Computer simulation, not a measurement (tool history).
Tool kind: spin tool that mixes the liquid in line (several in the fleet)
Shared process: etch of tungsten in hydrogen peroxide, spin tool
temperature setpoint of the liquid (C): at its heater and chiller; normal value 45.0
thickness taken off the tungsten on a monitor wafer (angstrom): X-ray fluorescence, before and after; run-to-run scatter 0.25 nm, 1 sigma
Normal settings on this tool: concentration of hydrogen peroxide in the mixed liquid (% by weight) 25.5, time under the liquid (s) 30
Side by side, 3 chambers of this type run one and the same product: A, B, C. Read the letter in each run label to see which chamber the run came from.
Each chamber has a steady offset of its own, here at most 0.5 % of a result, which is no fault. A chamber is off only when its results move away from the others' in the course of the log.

| run | hour | temperature setpoint of the liquid (C) | concentration of hydrogen peroxide in the mixed liquid (% by weight) | time under the liquid (s) | hours since the thermometer was replaced | hours since the peroxide flow meter was replaced | hours since the heated supply line was repaired | hours since the drum of peroxide was connected | read-back film thickness of the tungsten reference wafer, read on the same gauge (nm) | thickness taken off the tungsten on a monitor wafer (angstrom) |
|---|---|---|---|---|---|---|---|---|---|---|
| 1C | 3.2 | 45.0 | 25.5 | 30 | 745.6 | 879.8 | 750.4 | 413.0 | 79.976 | 400.44 |
| 2A | 10.2 | 45.0 | 25.5 | 30 | 330.2 | 2023.8 | 2149.6 | 300.5 | 79.986 | 399.08 |
| 3B | 16.4 | 45.0 | 25.5 | 30 | 600.4 | 886.6 | 1542.8 | 208.0 | 79.994 | 409.33 |
| 4A | 19.8 | 45.0 | 25.5 | 30 | 339.8 | 2033.4 | 2159.2 | 310.1 | 79.992 | 405.20 |
| 5C | 25.9 | 45.0 | 25.5 | 30 | 768.3 | 902.5 | 773.1 | 435.7 | 79.987 | 400.84 |
| 6B | 30.1 | 45.0 | 25.5 | 30 | 614.1 | 900.3 | 1556.5 | 221.7 | 79.995 | 411.32 |
| 7B | 33.5 | 45.0 | 25.5 | 30 | 617.5 | 903.7 | 1559.9 | 225.1 | 80.005 | 407.38 |
| 8A | 37.7 | 45.0 | 25.5 | 30 | 357.7 | 2051.3 | 2177.1 | 328.0 | 80.016 | 400.20 |
| 9C | 42.0 | 45.0 | 25.5 | 30 | 784.4 | 918.6 | 789.2 | 451.8 | 80.007 | 409.17 |
| 10C | 45.5 | 45.0 | 25.5 | 30 | 787.9 | 922.1 | 792.7 | 455.3 | 79.997 | 402.91 |
|  | 47.2 | chamber C: thermometer replaced |
|  | 48.1 | chamber A: new drum of peroxide connected |
| 11B | 49.3 | 45.0 | 25.5 | 30 | 633.3 | 919.5 | 1575.7 | 240.9 | 79.987 | 406.09 |
| 12A | 52.4 | 45.0 | 25.5 | 30 | 372.4 | 2066.0 | 2191.8 | 4.3 | 79.991 | 400.36 |
| 13A | 55.8 | 45.0 | 25.5 | 30 | 375.8 | 2069.4 | 2195.2 | 7.7 | 79.974 | 403.06 |
| 14C | 60.5 | 45.0 | 25.5 | 30 | 13.4 | 937.1 | 807.7 | 470.3 | 80.000 | 406.45 |
| 15B | 65.2 | 45.0 | 25.5 | 30 | 649.2 | 935.4 | 1591.6 | 256.8 | 79.999 | 413.27 |
| 16B | 71.1 | 45.0 | 25.5 | 30 | 655.1 | 941.3 | 1597.5 | 262.7 | 80.010 | 417.96 |
| 17C | 74.9 | 45.0 | 25.5 | 30 | 27.8 | 951.5 | 822.1 | 484.7 | 80.027 | 404.82 |
| 18A | 79.8 | 45.0 | 19.0 | 30 | 399.8 | 2093.4 | 2219.2 | 31.7 | 80.034 | 344.48 |
| 19C | 83.9 | 45.0 | 19.0 | 30 | 36.8 | 960.5 | 831.1 | 493.7 | 80.009 | 349.99 |
| 20A | 90.2 | 45.0 | 19.0 | 30 | 410.2 | 2103.8 | 2229.6 | 42.1 | 80.007 | 344.85 |
|  | 92.7 | chamber C: new drum of peroxide connected |
| 21B | 96.6 | 49.5 | 25.5 | 30 | 680.6 | 966.8 | 1623.0 | 288.2 | 80.029 | 552.68 |
| 22A | 100.1 | 49.5 | 25.5 | 30 | 420.1 | 2113.7 | 2239.5 | 52.0 | 79.992 | 533.14 |
| 23C | 104.7 | 49.5 | 25.5 | 30 | 57.6 | 981.3 | 851.9 | 12.0 | 79.975 | 533.60 |
| 24B | 110.9 | 48.0 | 25.5 | 20 | 694.9 | 981.1 | 1637.3 | 302.5 | 80.039 | 340.95 |
| 25C | 118.1 | 48.0 | 25.5 | 20 | 71.0 | 994.7 | 865.3 | 25.4 | 79.967 | 323.47 |

Decide between three cases: one chamber stands off from its peers, the gauge reading all wafers drifts, or nothing is wrong past each chamber's small offset. Where a chamber is off, say which and what most likely put it there.

It is chamber B that slowly wanders off from its peers.
Likeliest cause: liquid hotter than its thermometer reads (K) = 1.01.
The log may not tell that from: peroxide flow above the setpoint (%).

Which of the 4 candidates below, each the usual settings with something changed and its results left as question marks, puts chamber B back in line with what the other chambers give on the usual settings?
In line here means within this much of the mean the other chambers give on the usual settings: thickness taken off the tungsten on a monitor wafer (angstrom) 8.70
| 26B-1 | 123.3 | 43.0 | 25.5 | 30 |  |  |  |  |  | ? |
| 26B-2 | 123.3 | 46.0 | 25.5 | 30 |  |  |  |  |  | ? |
| 26B-3 | 123.3 | 44.0 | 25.5 | 30 |  |  |  |  |  | ? |
| 26B-4 | 123.3 | 47.0 | 25.5 | 30 |  |  |  |  |  | ? |

The mean the other chambers reach with the usual settings: thickness taken off the tungsten on a monitor wafer (angstrom) 402.51
| run | thickness taken off the tungsten on a monitor wafer (angstrom) |
|---|---|
| 26B-1 | 379.28 |
| 26B-2 | 458.29 |
| 26B-3 | 404.05 |
| 26B-4 | 487.65 |
With 26B-3, the chamber falls back in line with the rest.
